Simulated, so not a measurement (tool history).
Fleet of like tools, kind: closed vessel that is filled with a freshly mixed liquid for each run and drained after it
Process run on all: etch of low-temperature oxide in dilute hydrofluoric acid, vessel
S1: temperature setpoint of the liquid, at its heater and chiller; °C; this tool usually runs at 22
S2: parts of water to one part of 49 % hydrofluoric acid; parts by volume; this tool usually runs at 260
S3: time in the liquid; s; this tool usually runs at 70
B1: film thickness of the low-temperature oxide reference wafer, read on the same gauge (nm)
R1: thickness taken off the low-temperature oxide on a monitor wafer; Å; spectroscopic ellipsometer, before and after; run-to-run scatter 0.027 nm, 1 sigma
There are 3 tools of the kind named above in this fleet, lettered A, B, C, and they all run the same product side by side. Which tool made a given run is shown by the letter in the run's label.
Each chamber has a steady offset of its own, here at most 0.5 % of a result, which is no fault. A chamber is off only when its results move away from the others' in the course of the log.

run 1A hour=7.9 | S1=22 S2=260 S3=70 | B1=79.993 | R1=42.225
run 2C hour=16.2 | S1=22 S2=260 S3=70 | B1=80.027 | R1=42.580
run 3B hour=21.8 | S1=22 S2=260 S3=70 | B1=80.016 | R1=43.209
run 4C hour=27.9 | S1=22 S2=260 S3=70 | B1=79.988 | R1=42.851
run 5A hour=35.8 | S1=22 S2=360 S3=55 | B1=79.995 | R1=21.888
run 6B hour=43.3 | S1=22 S2=360 S3=55 | B1=79.997 | R1=22.172
run 7B hour=51.5 | S1=22 S2=360 S3=55 | B1=80.007 | R1=22.187
run 8C hour=59.2 | S1=22 S2=260 S3=70 | B1=79.987 | R1=42.784
run 9A hour=64.5 | S1=22 S2=260 S3=70 | B1=80.003 | R1=42.593
run 10B hour=75.0 | S1=25 S2=350 S3=70 | B1=80.030 | R1=32.513
run 11A hour=85.2 | S1=25 S2=350 S3=70 | B1=80.010 | R1=32.226
run 12C hour=91.4 | S1=25 S2=350 S3=70 | B1=80.015 | R1=32.535
-- hour=93.6 chamber B: hydrofluoric acid flow meter replaced
run 13B hour=100.9 | S1=22 S2=260 S3=70 | B1=79.990 | R1=43.013
run 14A hour=108.4 | S1=22 S2=260 S3=70 | B1=80.030 | R1=42.939
run 15C hour=114.8 | S1=22 S2=260 S3=70 | B1=79.993 | R1=43.093
run 16A hour=122.5 | S1=20 S2=325 S3=70 | B1=80.015 | R1=29.730
run 17C hour=129.7 | S1=20 S2=325 S3=70 | B1=80.031 | R1=30.033
run 18B hour=139.5 | S1=20 S2=325 S3=70 | B1=80.035 | R1=31.042
run 19A hour=144.8 | S1=22 S2=260 S3=70 | B1=79.960 | R1=43.043
run 20B hour=150.2 | S1=22 S2=260 S3=70 | B1=80.024 | R1=44.782
run 21C hour=160.0 | S1=22 S2=325 S3=95 | B1=80.045 | R1=43.607
run 22A hour=166.2 | S1=22 S2=325 S3=95 | B1=80.044 | R1=43.527
run 23B hour=174.7 | S1=22 S2=325 S3=95 | B1=80.031 | R1=45.723
run 24C hour=180.8 | S1=22 S2=260 S3=70 | B1=80.049 | R1=42.830
run 25C hour=186.3 | S1=22 S2=260 S3=70 | B1=80.011 | R1=42.942
run 26B hour=193.1 | S1=22 S2=260 S3=70 | B1=80.002 | R1=45.806
run 27A hour=202.0 | S1=22 S2=260 S3=70 | B1=80.005 | R1=42.750

Decide between three cases: one chamber stands off from its peers, the gauge reading all wafers drifts, or nothing is wrong past each chamber's small offset. Where a chamber is off, say which and what most likely put it there.

Little by little, chamber B moves away from the other chambers.
What lies behind it: liquid hotter than its thermometer reads (K) = 2.01.

Here are 4 candidates for chamber B's next run, each the usual settings with a change, their results left as question marks. Which one brings its results back in line with what the others give on the usual settings?
In line here means within this much of the mean the other chambers give on the usual settings: R1 0.950 Å
run 28B-1 hour=209.6 | S1=21.0 S2=260 S3=70 | R1=?
run 28B-2 hour=209.6 | S1=22.5 S2=260 S3=75 | R1=?
run 28B-3 hour=209.6 | S1=23.0 S2=260 S3=70 | R1=?
run 28B-4 hour=209.6 | S1=22.0 S2=260 S3=65 | R1=?

The other chambers' mean on the usual settings: R1 42.799 Å
run=28B-1 R1=44.618
run=28B-2 R1=50.451
run=28B-3 R1=47.942
run=28B-4 R1=42.956
With 28B-4, the chamber falls back in line with the rest.
